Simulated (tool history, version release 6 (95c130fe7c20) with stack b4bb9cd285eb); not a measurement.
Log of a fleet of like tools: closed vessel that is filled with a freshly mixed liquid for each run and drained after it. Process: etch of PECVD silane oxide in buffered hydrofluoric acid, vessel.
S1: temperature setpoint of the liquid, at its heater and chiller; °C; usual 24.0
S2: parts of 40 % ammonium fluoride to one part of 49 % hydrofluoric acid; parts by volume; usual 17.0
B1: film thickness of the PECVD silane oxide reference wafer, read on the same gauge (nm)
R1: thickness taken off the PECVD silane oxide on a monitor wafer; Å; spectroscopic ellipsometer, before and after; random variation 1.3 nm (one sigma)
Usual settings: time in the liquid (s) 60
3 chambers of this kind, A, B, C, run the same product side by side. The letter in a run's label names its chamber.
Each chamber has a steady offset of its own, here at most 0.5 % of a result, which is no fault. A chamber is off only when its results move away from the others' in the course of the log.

{"run": "1C", "day": 0.371, "S1": 24.0, "S2": 17.0, "time in the liquid (s)": 60, "B1": 49.999, "R1": 1374.2}
{"run": "2A", "day": 0.7, "S1": 24.0, "S2": 17.0, "time in the liquid (s)": 60, "B1": 49.996, "R1": 1379.5}
{"run": "3B", "day": 1.054, "S1": 24.0, "S2": 17.0, "time in the liquid (s)": 60, "B1": 49.993, "R1": 1397.4}
{"run": "4C", "day": 1.575, "S1": 24.0, "S2": 17.0, "time in the liquid (s)": 60, "B1": 50.005, "R1": 1372.7}
{"run": "5B", "day": 1.988, "S1": 24.0, "S2": 17.0, "time in the liquid (s)": 60, "B1": 50.017, "R1": 1375.3}
{"run": "6A", "day": 2.346, "S1": 24.0, "S2": 17.0, "time in the liquid (s)": 60, "B1": 49.991, "R1": 1372.0}
{"run": "7C", "day": 2.867, "S1": 24.0, "S2": 17.0, "time in the liquid (s)": 60, "B1": 50.003, "R1": 1385.0}
{"day": 3.325, "done": "chamber C: hydrofluoric acid flow meter replaced"}
{"run": "8A", "day": 3.329, "S1": 24.0, "S2": 17.0, "time in the liquid (s)": 60, "B1": 49.994, "R1": 1376.9}
{"run": "9B", "day": 3.788, "S1": 27.5, "S2": 21.5, "time in the liquid (s)": 60, "B1": 50.009, "R1": 1365.6}
{"run": "10A", "day": 4.096, "S1": 27.5, "S2": 21.5, "time in the liquid (s)": 60, "B1": 50.005, "R1": 1345.5}
{"run": "11B", "day": 4.421, "S1": 27.5, "S2": 21.5, "time in the liquid (s)": 60, "B1": 50.0, "R1": 1358.8}
{"run": "12C", "day": 4.717, "S1": 24.0, "S2": 17.0, "time in the liquid (s)": 60, "B1": 50.005, "R1": 1385.0}
{"day": 4.796, "done": "chamber A: thermometer replaced"}
{"day": 5.075, "done": "chamber B: hydrofluoric acid flow meter replaced"}
{"run": "13A", "day": 5.246, "S1": 24.0, "S2": 17.0, "time in the liquid (s)": 60, "B1": 49.99, "R1": 1404.5}
{"run": "14B", "day": 5.554, "S1": 24.0, "S2": 17.0, "time in the liquid (s)": 60, "B1": 50.006, "R1": 1391.6}
{"run": "15C", "day": 5.988, "S1": 24.0, "S2": 17.0, "time in the liquid (s)": 60, "B1": 50.004, "R1": 1353.9}
{"run": "16C", "day": 6.333, "S1": 24.0, "S2": 17.0, "time in the liquid (s)": 60, "B1": 50.013, "R1": 1390.8}
{"run": "17A", "day": 6.796, "S1": 24.0, "S2": 17.0, "time in the liquid (s)": 40, "B1": 50.026, "R1": 965.09}
{"run": "18B", "day": 7.15, "S1": 24.0, "S2": 17.0, "time in the liquid (s)": 40, "B1": 49.99, "R1": 929.04}
{"run": "19B", "day": 7.662, "S1": 24.0, "S2": 17.0, "time in the liquid (s)": 40, "B1": 49.999, "R1": 922.66}
{"run": "20A", "day": 8.083, "S1": 26.0, "S2": 13.5, "time in the liquid (s)": 60, "B1": 50.006, "R1": 2042.4}
{"run": "21C", "day": 8.329, "S1": 26.0, "S2": 13.5, "time in the liquid (s)": 60, "B1": 49.984, "R1": 1906.0}
{"run": "22C", "day": 8.625, "S1": 26.0, "S2": 13.5, "time in the liquid (s)": 60, "B1": 49.982, "R1": 1934.7}
{"run": "23A", "day": 8.917, "S1": 21.5, "S2": 17.0, "time in the liquid (s)": 60, "B1": 50.028, "R1": 1260.1}
{"run": "24B", "day": 9.3, "S1": 21.5, "S2": 17.0, "time in the liquid (s)": 60, "B1": 49.981, "R1": 1190.6}
{"run": "25A", "day": 9.775, "S1": 21.5, "S2": 17.0, "time in the liquid (s)": 60, "B1": 49.96, "R1": 1274.4}
{"run": "26C", "day": 10.283, "S1": 24.0, "S2": 17.0, "time in the liquid (s)": 60, "B1": 49.985, "R1": 1343.8}
{"run": "27B", "day": 10.521, "S1": 24.0, "S2": 17.0, "time in the liquid (s)": 60, "B1": 50.024, "R1": 1380.0}
{"run": "28C", "day": 11.012, "S1": 24.0, "S2": 17.0, "time in the liquid (s)": 60, "B1": 49.99, "R1": 1390.3}
{"run": "29A", "day": 11.371, "S1": 24.0, "S2": 17.0, "time in the liquid (s)": 60, "B1": 49.994, "R1": 1504.1}

What goes on in this fleet: one chamber off, a drifting gauge, or nothing beyond the chambers' own small offsets? Name the chamber and the cause, if any.

Chamber A drifts away from the others.
Cause: hydrofluoric acid flow above the setpoint (%) = 9.74.

Here are 4 candidates for chamber A's next run, each the usual settings with a change, their results left as question marks. Which one brings its results back in line with what the others give on the usual settings?
In line means no further than this from the other chambers' mean on the usual settings: R1 47.00 Å
{"run": "30A-1", "day": 11.767, "S1": 24.0, "S2": 17.5, "time in the liquid (s)": 60, "R1": "?"}
{"run": "30A-2", "day": 11.767, "S1": 24.0, "S2": 17.0, "time in the liquid (s)": 65, "R1": "?"}
{"run": "30A-3", "day": 11.767, "S1": 24.0, "S2": 16.5, "time in the liquid (s)": 60, "R1": "?"}
{"run": "30A-4", "day": 11.767, "S1": 24.0, "S2": 17.0, "time in the liquid (s)": 55, "R1": "?"}

The other chambers' mean on the usual settings: R1 1377.30 Å
run=30A-1 R1=1450.60
run=30A-2 R1=1617.20
run=30A-3 R1=1537.50
run=30A-4 R1=1368.40
30A-4 brings the chamber back in line.

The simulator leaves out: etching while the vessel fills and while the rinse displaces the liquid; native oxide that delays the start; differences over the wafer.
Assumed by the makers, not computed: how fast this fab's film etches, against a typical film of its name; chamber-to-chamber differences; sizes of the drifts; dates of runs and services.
